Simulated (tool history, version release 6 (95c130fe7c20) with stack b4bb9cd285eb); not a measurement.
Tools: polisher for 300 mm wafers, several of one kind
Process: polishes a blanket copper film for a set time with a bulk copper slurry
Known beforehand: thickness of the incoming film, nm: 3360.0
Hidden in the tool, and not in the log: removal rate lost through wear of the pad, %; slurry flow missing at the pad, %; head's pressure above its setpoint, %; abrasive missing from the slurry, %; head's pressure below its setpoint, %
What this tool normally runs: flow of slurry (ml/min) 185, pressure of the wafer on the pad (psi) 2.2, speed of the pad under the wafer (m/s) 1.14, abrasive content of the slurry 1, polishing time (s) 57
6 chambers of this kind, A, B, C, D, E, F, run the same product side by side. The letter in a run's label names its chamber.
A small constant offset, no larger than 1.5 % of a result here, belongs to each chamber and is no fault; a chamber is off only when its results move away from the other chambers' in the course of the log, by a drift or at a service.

run	hour	flow of slurry (ml/min)	pressure of the wafer on the pad (psi)	speed of the pad under the wafer (m/s)	abrasive content of the slurry	polishing time (s)	wafers polished on this pad	hours since the slurry nozzle was cleaned	hours since the head pressure was calibrated	hours since the slurry blender was calibrated	film removed (Å)
1F	6.8	185	2.2	1.14	1	57	223	261.8	699	153.4	5281.9
2E	12.9	185	2.2	1.14	1	57	449	170.7	32.3	152.2	5371.7
# hour 17.1: chamber F: slurry blender recalibrated
3C	18.1	185	2.2	1.14	1	57	436	639.9	373.6	46.8	5389.5
4A	24.8	185	2.2	1.14	1	57	220	213.1	460	360.9	5414
# hour 25.1: chamber B: worn pad replaced by a new one
5B	31.7	185	2.2	1.14	1	42	51	119.3	199.7	93.9	3944.6
# hour 35.9: chamber C: slurry nozzle cleaned
6D	37.7	185	2.2	1.14	1	42	1198	549.5	163.5	58.9	3881.3
# hour 41.1: chamber D: worn pad replaced by a new one
# hour 41.6: chamber F: slurry nozzle cleaned
7B	43.8	185	2.2	1.14	1	42	144	131.4	211.8	106	3966.2
8F	47.8	185	2.2	1.14	1	42	539	6.3	740	30.7	3915
9C	54.6	185	2.2	1.14	1	42	717	18.8	410.1	83.3	3933.7
# hour 61.4: chamber A: worn pad replaced by a new one
10E	61.5	185	2.2	1.14	1	42	823	219.3	80.9	200.8	3926.9
# hour 64.7: chamber F: worn pad replaced by a new one
11D	67.4	185	2.2	1.52	1	57	202	579.2	193.2	88.6	7141
12A	74.1	185	2.2	1.52	1	57	98	262.4	509.3	410.2	7232.9
# hour 77.4: chamber B: slurry blender recalibrated
13C	78.3	185	2.2	1.52	1	57	899	42.5	433.8	107	7103.8
# hour 78.4: chamber A: slurry blender recalibrated
14B	84.6	185	2.2	1.52	1	57	458	172.2	252.6	7.3	7176.3
15A	89.5	185	2.2	1.52	1	57	216	277.8	524.7	11.2	7099.3
16D	93.5	185	2.2	1.52	1	57	403	605.3	219.3	114.7	6982.8
17F	99.8	185	2.2	1.14	1	57	270	58.3	792	82.7	5423.3
18E	103.5	185	2.2	1.14	1	57	1146	261.3	122.9	242.8	5270.1
# hour 108.9: chamber D: slurry blender recalibrated
19B	110.5	145	2.6	1.14	1	57	657	198.1	278.5	33.2	6028.2
# hour 113.4: chamber A: slurry nozzle cleaned
20C	113.9	145	2.6	1.14	1	57	1173	78.1	469.4	142.6	6149.3
21F	119.4	145	2.6	1.14	1	57	420	77.9	811.6	102.3	6032.9
# hour 123: chamber C: worn pad replaced by a new one
22D	126.1	145	2.6	1.14	1	57	654	637.9	251.9	17.3	5918.5
# hour 128.6: chamber A: worn pad replaced by a new one
23A	130.5	145	2.6	1.14	1	57	15	17.1	565.7	52.2	6144.3
24E	135.8	145	2.6	1.14	1	57	1395	293.6	155.2	275.1	5959.8
25C	141.4	185	2.2	1.14	1	57	142	105.6	496.9	170.1	5384
26E	145.8	185	2.2	1.14	1	57	1472	303.6	165.2	285.1	5251
27B	150	185	2.2	1.14	1	57	961	237.6	318	72.7	5384.5
# hour 151.8: chamber B: worn pad replaced by a new one
# hour 152.3: chamber F: worn pad replaced by a new one
28D	156.8	185	2.2	1.14	1	57	890	668.6	282.6	48	5286.7
29A	161.4	185	2.2	1.14	1	57	252	48	596.6	83.1	5372.3
30F	165	185	2.2	1.14	1	57	97	123.5	857.2	147.9	5345.4
31E	171.6	185	2.2	1.14	1	57	1670	329.4	191	310.9	5230.7
32F	178.6	185	2.2	1.14	1	57	202	137.1	870.8	161.5	5320.3
33A	182.9	185	2.2	1.14	1	57	418	69.5	618.1	104.6	5404.1
34D	187.3	145	2.2	1.14	1	57	1125	699.1	313.1	78.5	5130.8
35B	193.2	145	2.2	1.14	1	57	318	280.8	361.2	115.9	5136.1
# hour 193.8: chamber F: slurry blender recalibrated
36C	198.2	145	2.2	1.14	1	57	579	162.4	553.7	226.9	5142.7
# hour 199.9: chamber A: worn pad replaced by a new one
# hour 202.5: chamber D: worn pad replaced by a new one
37E	202.5	145	2.2	1.14	1	57	1908	360.3	221.9	341.8	4870.2
38B	206.9	145	2.2	1.14	1	57	424	294.5	374.9	129.6	5201.3
39D	212.2	145	2.2	1.14	1	57	74	724	338	103.4	5010.1
40C	216.6	185	2.2	1.14	1	57	721	180.8	572.1	245.3	5329.7
41F	223.6	185	2.2	1.14	1	57	548	182.1	915.8	29.9	5306.1
42A	227.4	185	2.2	1.14	1	57	211	114	662.6	149.1	5429.3
43A	233.3	185	2.2	1.14	1	57	257	119.9	668.5	155	5427
# hour 233.4: chamber C: slurry blender recalibrated
44C	239.6	185	2.2	1.14	1	57	898	203.8	595.1	6.3	5358.1

Predict what each chamber gives when all 6 of them run the settings below next.
45A	244.7	185	2.2	1.14	1	57					?
45B	244.7	185	2.2	1.14	1	57					?
45C	244.7	185	2.2	1.14	1	57					?
45D	244.7	185	2.2	1.14	1	57					?
45E	244.7	185	2.2	1.14	1	57					?
45F	244.7	185	2.2	1.14	1	57					?

run	film removed (Å)
45A	5392.7
45B	5348.8
45C	5358.1
45D	5294.6
45E	5018.5
45F	5310.6
